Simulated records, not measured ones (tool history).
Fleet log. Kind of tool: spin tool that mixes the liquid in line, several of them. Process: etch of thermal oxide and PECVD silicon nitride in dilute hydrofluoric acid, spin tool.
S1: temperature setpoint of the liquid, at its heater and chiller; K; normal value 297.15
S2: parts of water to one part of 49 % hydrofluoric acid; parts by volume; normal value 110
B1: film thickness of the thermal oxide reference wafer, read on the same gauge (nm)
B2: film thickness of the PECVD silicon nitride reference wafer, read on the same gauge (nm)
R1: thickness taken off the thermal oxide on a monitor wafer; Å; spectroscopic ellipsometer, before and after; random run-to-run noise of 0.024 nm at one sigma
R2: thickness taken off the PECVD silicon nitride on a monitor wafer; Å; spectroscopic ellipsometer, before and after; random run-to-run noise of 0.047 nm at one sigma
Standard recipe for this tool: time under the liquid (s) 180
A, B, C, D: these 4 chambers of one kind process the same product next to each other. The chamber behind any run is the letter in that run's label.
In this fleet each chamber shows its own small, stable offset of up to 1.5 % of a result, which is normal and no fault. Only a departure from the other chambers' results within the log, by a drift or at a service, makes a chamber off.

run 1B day=0.142 | S1=297.15 S2=110 time_under_the_liquid_(s)=180 | B1=70.015 B2=60.001 | R1=74.186 R2=92.499
run 2C day=0.404 | S1=297.15 S2=110 time_under_the_liquid_(s)=180 | B1=69.999 B2=60.003 | R1=74.602 R2=93.104
run 3A day=0.608 | S1=297.15 S2=110 time_under_the_liquid_(s)=180 | B1=70.021 B2=59.998 | R1=73.033 R2=93.145
run 4D day=0.788 | S1=297.15 S2=110 time_under_the_liquid_(s)=180 | B1=69.99 B2=59.998 | R1=74.543 R2=92.351
run 5A day=1.008 | S1=297.15 S2=110 time_under_the_liquid_(s)=180 | B1=69.979 B2=60.031 | R1=73.316 R2=93.094
run 6B day=1.262 | S1=297.15 S2=110 time_under_the_liquid_(s)=180 | B1=69.959 B2=60.006 | R1=74.278 R2=93.85
run 7D day=1.533 | S1=297.15 S2=155 time_under_the_liquid_(s)=180 | B1=70.009 B2=60.001 | R1=50.416 R2=65.732
run 8C day=1.783 | S1=297.15 S2=155 time_under_the_liquid_(s)=180 | B1=70.005 B2=59.979 | R1=50.523 R2=65.475
run 9C day=1.992 | S1=297.15 S2=155 time_under_the_liquid_(s)=180 | B1=70.016 B2=60.028 | R1=50.213 R2=65.967
run 10A day=2.242 | S1=297.15 S2=155 time_under_the_liquid_(s)=180 | B1=69.987 B2=59.999 | R1=49.183 R2=66.177
run 11B day=2.496 | S1=297.15 S2=110 time_under_the_liquid_(s)=180 | B1=69.985 B2=59.999 | R1=74.226 R2=93.905
run 12D day=2.629 | S1=297.15 S2=110 time_under_the_liquid_(s)=180 | B1=69.991 B2=59.97 | R1=75.354 R2=92.309
run 13A day=2.796 | S1=297.15 S2=110 time_under_the_liquid_(s)=180 | B1=70.021 B2=60.018 | R1=72.952 R2=92.858
run 14B day=3.075 | S1=297.15 S2=110 time_under_the_liquid_(s)=180 | B1=70.017 B2=59.996 | R1=73.937 R2=93.34
run 15D day=3.233 | S1=297.15 S2=110 time_under_the_liquid_(s)=180 | B1=69.998 B2=59.986 | R1=74.934 R2=91.441
run 16C day=3.371 | S1=297.15 S2=110 time_under_the_liquid_(s)=180 | B1=70.022 B2=59.996 | R1=74.606 R2=92.771
run 17B day=3.658 | S1=297.15 S2=110 time_under_the_liquid_(s)=180 | B1=70.036 B2=60.018 | R1=74.171 R2=93.201
run 18D day=3.842 | S1=297.15 S2=110 time_under_the_liquid_(s)=180 | B1=69.988 B2=60.019 | R1=75.088 R2=92.169
run 19C day=4.121 | S1=297.15 S2=110 time_under_the_liquid_(s)=180 | B1=70.022 B2=60.011 | R1=74.416 R2=92.844
run 20A day=4.275 | S1=297.15 S2=60 time_under_the_liquid_(s)=270 | B1=69.997 B2=60.016 | R1=216 R2=252.12
run 21B day=4.5 | S1=297.15 S2=60 time_under_the_liquid_(s)=270 | B1=70.035 B2=59.986 | R1=220.19 R2=258.45
run 22D day=4.708 | S1=297.15 S2=60 time_under_the_liquid_(s)=270 | B1=70.016 B2=59.991 | R1=218.29 R2=249.55
run 23C day=4.967 | S1=297.15 S2=60 time_under_the_liquid_(s)=270 | B1=70.004 B2=59.994 | R1=220.13 R2=253.42
run 24A day=5.162 | S1=297.15 S2=110 time_under_the_liquid_(s)=180 | B1=70.009 B2=60.014 | R1=72.896 R2=93.1
run 25B day=5.379 | S1=297.15 S2=110 time_under_the_liquid_(s)=180 | B1=70.004 B2=60.012 | R1=74.443 R2=93.798
run 26D day=5.658 | S1=297.15 S2=110 time_under_the_liquid_(s)=180 | B1=69.995 B2=60.007 | R1=74.945 R2=91.96
run 27A day=5.792 | S1=297.15 S2=110 time_under_the_liquid_(s)=180 | B1=69.988 B2=59.996 | R1=73.141 R2=92.943
run 28C day=6.017 | S1=297.15 S2=110 time_under_the_liquid_(s)=180 | B1=69.996 B2=60.024 | R1=74.652 R2=92.555
run 29C day=6.288 | S1=297.15 S2=110 time_under_the_liquid_(s)=180 | B1=69.972 B2=59.989 | R1=74.658 R2=93.129
run 30D day=6.512 | S1=297.15 S2=110 time_under_the_liquid_(s)=180 | B1=69.962 B2=59.979 | R1=74.519 R2=92.417
run 31B day=6.75 | S1=297.15 S2=110 time_under_the_liquid_(s)=180 | B1=70.002 B2=60.014 | R1=74.215 R2=92.921
run 32A day=7.038 | S1=297.15 S2=110 time_under_the_liquid_(s)=180 | B1=70.052 B2=60.02 | R1=73.075 R2=92.601
run 33B day=7.292 | S1=297.15 S2=110 time_under_the_liquid_(s)=180 | B1=70.059 B2=60.01 | R1=74.243 R2=93.269

Read the log: is a single chamber off, either drifting away or since a service, is the gauge that measures every chamber drifting, or is nothing wrong beyond small per-chamber offsets? Name any odd chamber and what most likely caused it.

The fleet is healthy, with each chamber sitting at its usual small offset and no drift in the gauge.
